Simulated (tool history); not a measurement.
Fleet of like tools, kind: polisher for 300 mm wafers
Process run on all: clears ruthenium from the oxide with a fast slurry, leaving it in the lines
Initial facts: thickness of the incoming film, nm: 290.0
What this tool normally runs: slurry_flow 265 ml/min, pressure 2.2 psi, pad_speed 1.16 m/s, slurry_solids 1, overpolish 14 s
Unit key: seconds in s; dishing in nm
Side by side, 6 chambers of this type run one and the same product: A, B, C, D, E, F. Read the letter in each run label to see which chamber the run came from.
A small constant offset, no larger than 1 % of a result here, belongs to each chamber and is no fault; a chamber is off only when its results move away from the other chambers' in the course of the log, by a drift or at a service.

run	hour	slurry_flow	pressure	pad_speed	slurry_solids	overpolish	wafers polished on this pad	hours since the slurry nozzle was cleaned	hours since the head pressure was calibrated	hours since the slurry blender was calibrated	seconds	dishing
# hour 1.5: chamber A: slurry blender recalibrated
1D	10.8	265	2.2	1.16	1	14	115	383.2	179.8	56.4	78.608	41.014
# hour 17.2: chamber F: worn pad replaced by a new one
2F	25.5	265	2.2	1.16	1	14	74	242.2	475.6	71.3	80.812	41.351
3B	35	265	2.2	1.16	1	14	855	563.7	212.5	38	79.683	39.837
# hour 36.2: chamber B: worn pad replaced by a new one
4C	47.8	265	2.2	1.16	1	14	1205	309.9	1432.5	176.7	79.012	40.934
5E	60.6	265	2.2	1.16	1	14	789	289.6	623	327.4	77.865	41.345
# hour 66.5: chamber D: slurry nozzle cleaned
# hour 68: chamber C: worn pad replaced by a new one
6A	70.4	265	2.2	1.16	1	14	752	111.7	115.4	69	79.298	40.69
# hour 70.8: chamber E: slurry nozzle cleaned
# hour 70.9: chamber E: worn pad replaced by a new one
# hour 82.3: chamber A: worn pad replaced by a new one
7B	82.6	265	2.2	0.96	1	18	415	611.3	260.1	85.6	96.772	42.875
# hour 95: chamber E: slurry blender recalibrated
8C	97.8	265	2.2	0.96	1	18	266	359.9	1482.5	226.7	93.039	44.014
# hour 98.1: chamber B: slurry nozzle cleaned
# hour 99.3: chamber D: worn pad replaced by a new one
# hour 100.4: chamber C: slurry nozzle cleaned
9F	107.2	265	2.2	0.96	1	18	804	323.9	557.3	153	94.375	43.253
# hour 114.9: chamber F: worn pad replaced by a new one
10D	115.2	265	2.2	0.96	1	18	142	48.8	284.2	160.8	96.389	42.854
11E	131.4	265	2.2	0.96	1	18	541	60.7	693.8	36.4	96.14	43.594
# hour 132.6: chamber B: worn pad replaced by a new one
12A	141.4	265	2.2	0.96	1	18	529	182.7	186.4	140	92.066	42.551
13F	154.3	265	2.2	1.16	1	14	352	371	604.4	200.1	81.306	39.482
# hour 164.3: chamber D: slurry blender recalibrated
14E	165.7	265	2.2	1.16	1	14	848	95	728.1	70.7	79.74	39.446
# hour 175.4: chamber E: worn pad replaced by a new one
# hour 175.6: chamber C: head pressure recalibrated
15A	176.6	265	2.2	1.16	1	14	844	217.9	221.6	175.2	77.997	41.359
# hour 177.4: chamber C: slurry blender recalibrated
# hour 188.8: chamber A: worn pad replaced by a new one
16D	190.7	265	2.2	1.16	1	14	817	124.3	359.7	26.4	80.304	40.66
# hour 191.9: chamber A: slurry blender recalibrated
# hour 192.5: chamber D: worn pad replaced by a new one
# hour 202.1: chamber B: head pressure recalibrated
17C	206.8	265	2.2	1.16	1	14	1241	106.5	31.3	29.4	78.056	41.332
# hour 212.2: chamber C: worn pad replaced by a new one
18B	219.2	265	2.2	1.16	1	14	775	121.2	17.2	222.2	77.741	40.268
# hour 221.2: chamber F: worn pad replaced by a new one
# hour 228.8: chamber E: head pressure recalibrated
19B	234.8	265	2.2	0.82	1.15	14	914	136.8	32.8	237.8	105.09	31.354
# hour 242: chamber B: worn pad replaced by a new one
# hour 243.5: chamber A: slurry nozzle cleaned
20E	247.4	265	2.2	0.82	1.15	14	644	176.7	18.7	152.4	103.4	31.92
21A	256.7	265	2.2	0.82	1.15	14	607	13.2	301.7	64.8	104.56	32.036
22C	272.4	265	2.2	0.82	1.15	14	538	172.1	96.9	95	106.4	31.615
# hour 275.6: chamber A: head pressure recalibrated
# hour 279.1: chamber E: worn pad replaced by a new one
# hour 281.7: chamber F: slurry nozzle cleaned
23D	285.1	265	2.2	0.82	1.15	14	828	218.7	454.1	120.8	107	31.323
# hour 290.7: chamber D: worn pad replaced by a new one
# hour 296.9: chamber A: worn pad replaced by a new one
24F	298.9	265	2.2	0.82	1.15	14	695	17.2	749	344.7	114.21	30.969
25A	310.4	265	2.2	1.16	1	14	120	66.9	34.8	118.5	77.169	40.536
# hour 312.6: chamber F: worn pad replaced by a new one
26F	319.1	265	2.2	1.16	1	14	58	37.4	769.2	364.9	84.982	39.273
# hour 331.7: chamber B: slurry blender recalibrated
27D	334.1	265	2.2	1.16	1	14	388	267.7	503.1	169.8	79.838	41.288
# hour 334.3: chamber E: slurry nozzle cleaned
# hour 338.7: chamber C: worn pad replaced by a new one
# hour 342.9: chamber B: worn pad replaced by a new one
28C	345.6	265	2.2	1.16	1	14	61	245.3	170.1	168.2	77.263	40.552
# hour 355.9: chamber A: slurry blender recalibrated
29B	359	265	2.2	1.16	1	14	144	261	157	27.4	78.85	40.275
# hour 361.1: chamber D: slurry blender recalibrated
# hour 367.1: chamber E: worn pad replaced by a new one
30E	369.4	265	2.2	1.16	1	14	20	35.1	140.7	274.4	79.412	40.704
31C	376.9	265	2.2	1.16	1	14	341	276.6	201.4	199.5	79.199	39.535
32B	393.5	265	2.2	1.16	1	14	452	295.5	191.5	61.9	80.976	40.83
# hour 395.4: chamber F: worn pad replaced by a new one
# hour 396.6: chamber D: worn pad replaced by a new one
33A	408.6	265	2.2	1.16	1	14	999	165.1	133	52.7	78.113	40.068
# hour 414.1: chamber D: slurry nozzle cleaned
34E	419	265	2.2	1.16	1	14	464	84.7	190.3	324	80.592	40.117
35D	431.2	265	2.2	1.16	1	14	309	17.1	600.2	70.2	82.2	41.332
36F	442.1	265	2.2	1.16	1	14	417	160.4	892.2	487.9	87.241	37.286
# hour 442.2: chamber B: worn pad replaced by a new one
37C	454.7	265	2.2	1.16	1	14	1037	354.4	279.2	277.3	77.506	40.853
38E	463.8	265	1.5	1.16	1	17	864	129.5	235.1	368.8	115.95	34.109
39B	477.9	265	1.5	1.16	1	17	319	379.9	275.9	146.3	115.51	33.703

Which is it: a chamber that has drifted or been left off by a service, a gauge drift common to all chambers, or only each chamber's usual small offset? If a chamber is off, name it and its likeliest cause.

Chamber F drifts away from the others.
Likeliest cause: abrasive missing from the slurry, % = 28.3.

Here are 4 candidates for chamber F's next run, each the usual settings with a change, their results left as question marks. Which one brings its results back in line with what the others give on the usual settings?
In line here means within this much of the mean the other chambers give on the usual settings: seconds 4.6 s; dishing 2.3 nm
40F-1	489.9	265	2.3	1.2	1	14					?	?
40F-2	489.9	265	2.1	1.12	1	14					?	?
40F-3	489.9	265	2.4	1.24	1.05	14					?	?
40F-4	489.9	265	2.1	1.08	0.95	14					?	?

The mean the other chambers reach with the usual settings: seconds 78.905 s; dishing 40.737 nm
run	seconds	dishing
40F-1	87.072	38.252
40F-2	102.12	33.208
40F-3	78.702	41.775
40F-4	108.89	31.349
40F-3 puts the chamber back in line with the other chambers.
